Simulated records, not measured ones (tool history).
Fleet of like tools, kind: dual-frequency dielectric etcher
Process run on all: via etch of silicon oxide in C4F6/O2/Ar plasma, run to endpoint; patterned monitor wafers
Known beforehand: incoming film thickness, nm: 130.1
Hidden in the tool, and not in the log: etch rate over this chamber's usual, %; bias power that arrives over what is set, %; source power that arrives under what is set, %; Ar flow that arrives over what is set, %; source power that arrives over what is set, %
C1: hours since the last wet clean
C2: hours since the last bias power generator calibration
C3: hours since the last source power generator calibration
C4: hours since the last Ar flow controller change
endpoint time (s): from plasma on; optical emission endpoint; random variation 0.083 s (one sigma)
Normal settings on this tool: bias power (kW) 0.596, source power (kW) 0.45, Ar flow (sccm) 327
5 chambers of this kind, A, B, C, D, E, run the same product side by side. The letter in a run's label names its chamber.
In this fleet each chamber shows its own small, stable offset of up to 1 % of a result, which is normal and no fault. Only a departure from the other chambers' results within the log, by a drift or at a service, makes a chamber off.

Run 1B, hour 6.9: usual settings; C1 79.5; C2 1323; C3 204.5; C4 547.5. Result: endpoint time (s) 25.954.
Run 2C, hour 11.1: usual settings; C1 179.4; C2 3423; C3 3271.3; C4 3629.9. Result: endpoint time (s) 26.169.
Run 3E, hour 15.9: usual settings; C1 306.4; C2 1583.8; C3 1939.6; C4 3941.8. Result: endpoint time (s) 25.69.
Run 4D, hour 24.5: usual settings; C1 121.3; C2 3140; C3 638; C4 486.7. Result: endpoint time (s) 25.732.
Run 5A, hour 29.6: usual settings but bias power (kW) 0.649, Ar flow (sccm) 401; C1 284.6; C2 2733.9; C3 1010.4; C4 785.6. Result: endpoint time (s) 25.879.
Run 6B, hour 35.4: usual settings but bias power (kW) 0.649, Ar flow (sccm) 401; C1 108; C2 1351.5; C3 233; C4 576. Result: endpoint time (s) 25.671.
Run 7D, hour 42.5: usual settings but bias power (kW) 0.649, Ar flow (sccm) 401; C1 139.3; C2 3158; C3 656; C4 504.7. Result: endpoint time (s) 25.405.
Run 8A, hour 50.5: usual settings but bias power (kW) 0.649, Ar flow (sccm) 401; C1 305.5; C2 2754.8; C3 1031.3; C4 806.5. Result: endpoint time (s) 25.762.
Run 9E, hour 54.7: usual settings but bias power (kW) 0.649, Ar flow (sccm) 401; C1 345.2; C2 1622.6; C3 1978.4; C4 3980.6. Result: endpoint time (s) 25.428.
Run 10C, hour 59.6: usual settings but bias power (kW) 0.551; C1 227.9; C2 3471.5; C3 3319.8; C4 3678.4. Result: endpoint time (s) 26.869.
Run 11E, hour 65.2: usual settings but bias power (kW) 0.551; C1 355.7; C2 1633.1; C3 1988.9; C4 3991.1. Result: endpoint time (s) 26.511.
Run 12B, hour 73: usual settings but bias power (kW) 0.551; C1 145.6; C2 1389.1; C3 270.6; C4 613.6. Result: endpoint time (s) 26.642.
Run 13A, hour 78.9: usual settings but bias power (kW) 0.551; C1 333.9; C2 2783.2; C3 1059.7; C4 834.9. Result: endpoint time (s) 26.851.
Run 14D, hour 87.1: usual settings but bias power (kW) 0.551; C1 183.9; C2 3202.6; C3 700.6; C4 549.3. Result: endpoint time (s) 26.553.
Run 15C, hour 90.9: usual settings; C1 259.2; C2 3502.8; C3 3351.1; C4 3709.7. Result: endpoint time (s) 26.099.
Run 16E, hour 94.9: usual settings; C1 385.4; C2 1662.8; C3 2018.6; C4 4020.8. Result: endpoint time (s) 25.714.
Run 17C, hour 100.3: usual settings but source power (kW) 0.53; C1 268.6; C2 3512.2; C3 3360.5; C4 3719.1. Result: endpoint time (s) 24.575.
Run 18D, hour 106.9: usual settings but source power (kW) 0.53; C1 203.7; C2 3222.4; C3 720.4; C4 569.1. Result: endpoint time (s) 24.151.
Run 19A, hour 114.9: usual settings but source power (kW) 0.53; C1 369.9; C2 2819.2; C3 1095.7; C4 870.9. Result: endpoint time (s) 24.518.
Run 20B, hour 120.5: usual settings but source power (kW) 0.53; C1 193.1; C2 1436.6; C3 318.1; C4 661.1. Result: endpoint time (s) 24.371.
At hour 122.5: chamber E: wet clean of the chamber.
Run 21E, hour 128.3: usual settings but source power (kW) 0.53; C1 5.8; C2 1696.2; C3 2052; C4 4054.2. Result: endpoint time (s) 24.276.
Run 22A, hour 134.3: usual settings; C1 389.3; C2 2838.6; C3 1115.1; C4 890.3. Result: endpoint time (s) 25.942.
Run 23C, hour 139.3: usual settings; C1 307.6; C2 3551.2; C3 3399.5; C4 3758.1. Result: endpoint time (s) 26.113.
Run 24B, hour 144.3: usual settings; C1 216.9; C2 1460.4; C3 341.9; C4 684.9. Result: endpoint time (s) 25.826.
Run 25D, hour 152.2: usual settings; C1 249; C2 3267.7; C3 765.7; C4 614.4. Result: endpoint time (s) 25.913.
Run 26C, hour 156.9: usual settings; C1 325.2; C2 3568.8; C3 3417.1; C4 3775.7. Result: endpoint time (s) 25.925.
Run 27E, hour 164.2: usual settings but source power (kW) 0.53; C1 41.7; C2 1732.1; C3 2087.9; C4 4090.1. Result: endpoint time (s) 24.213.
Run 28D, hour 171.3: usual settings but source power (kW) 0.53; C1 268.1; C2 3286.8; C3 784.8; C4 633.5. Result: endpoint time (s) 24.216.
Run 29A, hour 176.8: usual settings but source power (kW) 0.53; C1 431.8; C2 2881.1; C3 1157.6; C4 932.8. Result: endpoint time (s) 24.599.
Run 30B, hour 185.2: usual settings but source power (kW) 0.53; C1 257.8; C2 1501.3; C3 382.8; C4 725.8. Result: endpoint time (s) 24.381.
Run 31E, hour 191.7: usual settings but source power (kW) 0.53; C1 69.2; C2 1759.6; C3 2115.4; C4 4117.6. Result: endpoint time (s) 24.227.
Run 32D, hour 199.1: usual settings; C1 295.9; C2 3314.6; C3 812.6; C4 661.3. Result: endpoint time (s) 25.676.
Run 33A, hour 207: usual settings; C1 462; C2 2911.3; C3 1187.8; C4 963. Result: endpoint time (s) 25.994.
Run 34B, hour 212.7: usual settings but bias power (kW) 0.53, Ar flow (sccm) 247; C1 285.3; C2 1528.8; C3 410.3; C4 753.3. Result: endpoint time (s) 26.309.
Run 35C, hour 216.8: usual settings but bias power (kW) 0.53, Ar flow (sccm) 247; C1 385.1; C2 3628.7; C3 3477; C4 3835.6. Result: endpoint time (s) 26.362.
Run 36C, hour 222: usual settings but bias power (kW) 0.53, Ar flow (sccm) 247; C1 390.3; C2 3633.9; C3 3482.2; C4 3840.8. Result: endpoint time (s) 26.337.
Run 37B, hour 227.3: usual settings but bias power (kW) 0.53, Ar flow (sccm) 247; C1 299.9; C2 1543.4; C3 424.9; C4 767.9. Result: endpoint time (s) 26.059.
Run 38A, hour 233.1: usual settings but bias power (kW) 0.53, Ar flow (sccm) 247; C1 488.1; C2 2937.4; C3 1213.9; C4 989.1. Result: endpoint time (s) 26.407.
Run 39D, hour 238.3: usual settings; C1 335.1; C2 3353.8; C3 851.8; C4 700.5. Result: endpoint time (s) 25.767.
At hour 244.6: chamber E: bias power generator calibrated.
Run 40E, hour 244.7: usual settings; C1 122.2; C2 0.2; C3 2168.4; C4 4170.6. Result: endpoint time (s) 25.744.

All chambers now run identical settings, listed one chamber a line with results as question marks. What results will each chamber show?
Run 41A, hour 250.9: usual settings but bias power (kW) 0.503. Result: endpoint time (s) ?.
Run 41B, hour 250.9: usual settings but bias power (kW) 0.503. Result: endpoint time (s) ?.
Run 41C, hour 250.9: usual settings but bias power (kW) 0.503. Result: endpoint time (s) ?.
Run 41D, hour 250.9: usual settings but bias power (kW) 0.503. Result: endpoint time (s) ?.
Run 41E, hour 250.9: usual settings but bias power (kW) 0.503. Result: endpoint time (s) ?.

run  endpoint time (s)
41A             27.876
41B              27.54
41C             27.766
41D             27.328
41E              27.36
